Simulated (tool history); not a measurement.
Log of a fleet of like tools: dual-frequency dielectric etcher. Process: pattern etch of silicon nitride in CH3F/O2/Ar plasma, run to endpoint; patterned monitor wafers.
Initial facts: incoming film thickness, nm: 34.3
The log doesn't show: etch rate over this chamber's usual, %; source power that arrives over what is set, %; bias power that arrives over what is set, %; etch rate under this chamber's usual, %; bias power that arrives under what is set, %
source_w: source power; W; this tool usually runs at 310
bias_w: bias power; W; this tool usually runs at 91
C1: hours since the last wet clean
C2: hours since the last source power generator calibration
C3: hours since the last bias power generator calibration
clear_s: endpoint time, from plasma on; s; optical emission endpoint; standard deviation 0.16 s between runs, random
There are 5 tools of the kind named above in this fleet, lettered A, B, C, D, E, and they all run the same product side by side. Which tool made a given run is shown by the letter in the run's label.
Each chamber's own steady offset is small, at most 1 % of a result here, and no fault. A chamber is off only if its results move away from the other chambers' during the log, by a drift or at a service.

Run 1C, hour 4.4: usual settings; C1 208.0; C2 2186.7; C3 1040.1. Result: clear_s 50.227 s.
Run 2E, hour 8.8: usual settings; C1 309.8; C2 885.6; C3 2928.3. Result: clear_s 50.623 s.
Run 3D, hour 16.9: usual settings; C1 132.3; C2 1177.5; C3 970.3. Result: clear_s 49.670 s.
Run 4B, hour 21.9: usual settings; C1 157.5; C2 155.6; C3 1308.7. Result: clear_s 50.062 s.
Run 5A, hour 29.6: usual settings; C1 533.6; C2 3035.9; C3 2481.4. Result: clear_s 50.372 s.
Run 6A, hour 37.8: usual settings; C1 541.8; C2 3044.1; C3 2489.6. Result: clear_s 50.178 s.
Run 7E, hour 47.2: usual settings; C1 348.2; C2 924.0; C3 2966.7. Result: clear_s 50.746 s.
Run 8C, hour 52.4: usual settings; C1 256.0; C2 2234.7; C3 1088.1. Result: clear_s 50.561 s.
At hour 53.3: chamber A: wet clean of the chamber.
Run 9D, hour 56.6: usual settings; C1 172.0; C2 1217.2; C3 1010.0. Result: clear_s 49.652 s.
Run 10B, hour 61.0: usual settings; C1 196.6; C2 194.7; C3 1347.8. Result: clear_s 49.635 s.
Run 11E, hour 68.2: usual settings; C1 369.2; C2 945.0; C3 2987.7. Result: clear_s 50.345 s.
Run 12A, hour 75.8: usual settings; C1 22.5; C2 3082.1; C3 2527.6. Result: clear_s 50.351 s.
Run 13D, hour 82.9: usual settings; C1 198.3; C2 1243.5; C3 1036.3. Result: clear_s 50.042 s.
Run 14B, hour 87.7: usual settings; C1 223.3; C2 221.4; C3 1374.5. Result: clear_s 50.107 s.
Run 15C, hour 94.5: usual settings; C1 298.1; C2 2276.8; C3 1130.2. Result: clear_s 50.240 s.
Run 16D, hour 98.8: usual settings; C1 214.2; C2 1259.4; C3 1052.2. Result: clear_s 49.813 s.
Run 17B, hour 104.2: usual settings; C1 239.8; C2 237.9; C3 1391.0. Result: clear_s 49.939 s.
Run 18C, hour 109.6: usual settings; C1 313.2; C2 2291.9; C3 1145.3. Result: clear_s 50.172 s.
At hour 111.9: chamber C: wet clean of the chamber.
Run 19E, hour 115.9: usual settings; C1 416.9; C2 992.7; C3 3035.4. Result: clear_s 50.292 s.
At hour 121.1: chamber E: wet clean of the chamber.
Run 20A, hour 123.9: usual settings; C1 70.6; C2 3130.2; C3 2575.7. Result: clear_s 50.491 s.
Run 21B, hour 131.7: usual settings; C1 267.3; C2 265.4; C3 1418.5. Result: clear_s 49.967 s.
Run 22A, hour 140.6: usual settings; C1 87.3; C2 3146.9; C3 2592.4. Result: clear_s 50.143 s.
Run 23C, hour 145.0: usual settings but source_w 290 W, bias_w 112 W; C1 33.2; C2 2327.3; C3 1180.7. Result: clear_s 47.605 s.
Run 24E, hour 152.5: usual settings but source_w 290 W, bias_w 112 W; C1 31.4; C2 1029.3; C3 3072.0. Result: clear_s 47.689 s.
Run 25D, hour 156.9: usual settings but source_w 290 W, bias_w 112 W; C1 272.3; C2 1317.5; C3 1110.3. Result: clear_s 47.246 s.
Run 26A, hour 166.2: usual settings but source_w 290 W, bias_w 112 W; C1 112.9; C2 3172.5; C3 2618.0. Result: clear_s 47.764 s.
Run 27C, hour 174.2: usual settings but source_w 290 W, bias_w 112 W; C1 62.4; C2 2356.5; C3 1209.9. Result: clear_s 47.607 s.
Run 28D, hour 182.6: usual settings but bias_w 76 W; C1 298.0; C2 1343.2; C3 1136.0. Result: clear_s 53.142 s.
Run 29E, hour 187.5: usual settings but bias_w 76 W; C1 66.4; C2 1064.3; C3 3107.0. Result: clear_s 53.910 s.
Run 30B, hour 196.0: usual settings but bias_w 76 W; C1 331.6; C2 329.7; C3 1482.8. Result: clear_s 53.349 s.
Run 31E, hour 200.4: usual settings but bias_w 76 W; C1 79.3; C2 1077.2; C3 3119.9. Result: clear_s 53.829 s.
Run 32B, hour 209.7: usual settings but bias_w 76 W; C1 345.3; C2 343.4; C3 1496.5. Result: clear_s 53.388 s.

The same settings go to every chamber for the next run, one line per chamber below. Forecast the results for each:
Run 33A, hour 216.6: usual settings. Result: clear_s ?.
Run 33B, hour 216.6: usual settings. Result: clear_s ?.
Run 33C, hour 216.6: usual settings. Result: clear_s ?.
Run 33D, hour 216.6: usual settings. Result: clear_s ?.
Run 33E, hour 216.6: usual settings. Result: clear_s ?.

run  clear_s
33A   50.246
33B   50.268
33C   50.526
33D   49.887
33E   50.348

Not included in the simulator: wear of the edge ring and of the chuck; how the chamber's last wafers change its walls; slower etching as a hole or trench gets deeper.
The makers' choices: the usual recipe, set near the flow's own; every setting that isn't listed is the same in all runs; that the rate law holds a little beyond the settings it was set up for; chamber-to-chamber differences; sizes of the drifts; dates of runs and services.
